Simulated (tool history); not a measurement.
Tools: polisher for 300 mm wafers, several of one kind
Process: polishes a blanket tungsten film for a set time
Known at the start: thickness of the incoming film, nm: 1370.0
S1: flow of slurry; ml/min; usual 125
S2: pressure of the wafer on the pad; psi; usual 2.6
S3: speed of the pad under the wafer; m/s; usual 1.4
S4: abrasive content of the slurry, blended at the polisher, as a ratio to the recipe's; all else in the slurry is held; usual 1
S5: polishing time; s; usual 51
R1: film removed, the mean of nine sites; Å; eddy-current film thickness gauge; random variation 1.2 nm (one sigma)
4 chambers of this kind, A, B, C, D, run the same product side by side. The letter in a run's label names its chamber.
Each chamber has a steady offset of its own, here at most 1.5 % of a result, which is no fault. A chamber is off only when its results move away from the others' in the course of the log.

| run | hour | S1 | S2 | S3 | S4 | S5 | R1 |
|---|---|---|---|---|---|---|---|
|  | 1.7 | chamber A: slurry blender recalibrated |
| 1A | 5 | 125 | 2.6 | 1.4 | 1 | 51 | 1891.1 |
|  | 7.2 | chamber C: worn pad replaced by a new one |
| 2C | 11.5 | 125 | 2.6 | 1.4 | 1 | 51 | 1927 |
| 3B | 15.4 | 125 | 2.6 | 1.4 | 1 | 51 | 1902.5 |
|  | 16 | chamber A: worn pad replaced by a new one |
| 4D | 18.6 | 125 | 2.6 | 1.4 | 1 | 51 | 1892.3 |
|  | 22.5 | chamber B: head pressure recalibrated |
| 5C | 25.4 | 125 | 2.6 | 1.4 | 1 | 51 | 1936.2 |
|  | 26.7 | chamber D: worn pad replaced by a new one |
| 6B | 29.1 | 125 | 2.6 | 1.4 | 1 | 51 | 1900.5 |
| 7D | 34.1 | 125 | 2.6 | 1.4 | 1 | 51 | 1894.9 |
| 8A | 37.2 | 125 | 2.6 | 1.4 | 1 | 51 | 1888.8 |
| 9B | 41.2 | 125 | 2.6 | 1.4 | 1 | 51 | 1922.4 |
| 10D | 47.9 | 125 | 2.6 | 1.4 | 1 | 51 | 1871.5 |
|  | 51.3 | chamber B: worn pad replaced by a new one |
| 11C | 52.9 | 125 | 2.6 | 1.4 | 1 | 51 | 1943.4 |
|  | 58 | chamber D: slurry blender recalibrated |
| 12A | 58.5 | 125 | 2.6 | 1.4 | 1 | 51 | 1909.1 |
|  | 60.6 | chamber D: head pressure recalibrated |
|  | 61 | chamber A: slurry tank refilled with fresh slurry and peroxide |
| 13C | 63.7 | 125 | 2.6 | 1.4 | 1 | 51 | 1938.2 |
| 14B | 67.9 | 125 | 2.6 | 1.4 | 1 | 51 | 1901 |
| 15A | 71.4 | 160 | 2.6 | 1.4 | 1 | 51 | 1993.9 |
|  | 73.7 | chamber D: slurry tank refilled with fresh slurry and peroxide |
|  | 75.3 | chamber C: slurry tank refilled with fresh slurry and peroxide |
| 16D | 75.7 | 160 | 2.6 | 1.4 | 1 | 51 | 1990.7 |
|  | 76.4 | chamber B: slurry tank refilled with fresh slurry and peroxide |
|  | 76.8 | chamber A: worn pad replaced by a new one |
| 17D | 80.6 | 160 | 2.6 | 1.4 | 1 | 51 | 1961.1 |
|  | 81.2 | chamber D: worn pad replaced by a new one |
| 18B | 83.8 | 160 | 2.6 | 1.4 | 1 | 51 | 1993.9 |
| 19A | 88.1 | 125 | 2.6 | 1.4 | 1 | 51 | 1882.2 |
| 20C | 92.2 | 125 | 2.6 | 1.4 | 1 | 51 | 1937.5 |
|  | 93.1 | chamber C: worn pad replaced by a new one |
| 21A | 98.2 | 125 | 2.6 | 1.4 | 0.75 | 51 | 1779 |
| 22D | 102.9 | 125 | 2.6 | 1.4 | 0.75 | 51 | 1776.5 |
|  | 106.3 | chamber B: slurry blender recalibrated |
| 23B | 108.7 | 125 | 2.6 | 1.4 | 0.75 | 51 | 1770 |
| 24C | 113.1 | 125 | 2.6 | 1.4 | 0.75 | 51 | 1802.3 |
| 25A | 119.8 | 125 | 1.7 | 1.06 | 1 | 51 | 935.59 |
| 26C | 125.6 | 125 | 1.7 | 1.06 | 1 | 51 | 950.46 |
| 27B | 130.9 | 125 | 1.7 | 1.06 | 1 | 51 | 930.11 |
|  | 134.1 | chamber D: worn pad replaced by a new one |
| 28D | 137.3 | 125 | 1.7 | 1.06 | 1 | 51 | 963.49 |
|  | 138.1 | chamber A: worn pad replaced by a new one |
|  | 139.1 | chamber B: worn pad replaced by a new one |
|  | 140.9 | chamber A: slurry tank refilled with fresh slurry and peroxide |
| 29D | 142.9 | 125 | 2.6 | 1.4 | 1 | 51 | 1911.4 |
| 30C | 147.8 | 125 | 2.6 | 1.4 | 1 | 51 | 1940.7 |
| 31A | 154.6 | 125 | 2.6 | 1.4 | 1 | 51 | 1906.9 |
| 32B | 158.5 | 90 | 2.6 | 1.4 | 0.8 | 51 | 1665.2 |
| 33D | 164.4 | 90 | 2.6 | 1.4 | 0.8 | 51 | 1655.1 |
|  | 166.3 | chamber B: slurry tank refilled with fresh slurry and peroxide |
| 34C | 168.9 | 90 | 2.6 | 1.4 | 0.8 | 51 | 1708.8 |
|  | 169.3 | chamber C: worn pad replaced by a new one |
| 35B | 175.6 | 90 | 2.6 | 1.4 | 0.8 | 51 | 1656.2 |
| 36A | 181.8 | 125 | 2.6 | 1.4 | 1 | 51 | 1899 |
| 37D | 187.4 | 125 | 2.6 | 1.12 | 1 | 59 | 1755.2 |
|  | 191.6 | chamber D: worn pad replaced by a new one |
| 38B | 192.1 | 125 | 2.6 | 1.12 | 1 | 59 | 1770.8 |
| 39A | 197.7 | 125 | 2.6 | 1.12 | 1 | 59 | 1763.8 |
| 40C | 202.3 | 125 | 2.6 | 1.12 | 1 | 59 | 1786 |
|  | 203.5 | chamber D: slurry tank refilled with fresh slurry and peroxide |
| 41A | 207.3 | 125 | 2.6 | 1.4 | 1 | 51 | 1883.3 |
| 42D | 211.1 | 125 | 2.6 | 1.4 | 1 | 51 | 1886.2 |
| 43B | 215 | 125 | 2.6 | 1.4 | 1 | 51 | 1897.8 |

What goes on in this fleet: one chamber off, a drifting gauge, or nothing beyond the chambers' own small offsets? Name the chamber and the cause, if any.

No chamber stands off beyond its own small offset, and the gauge holds steady.
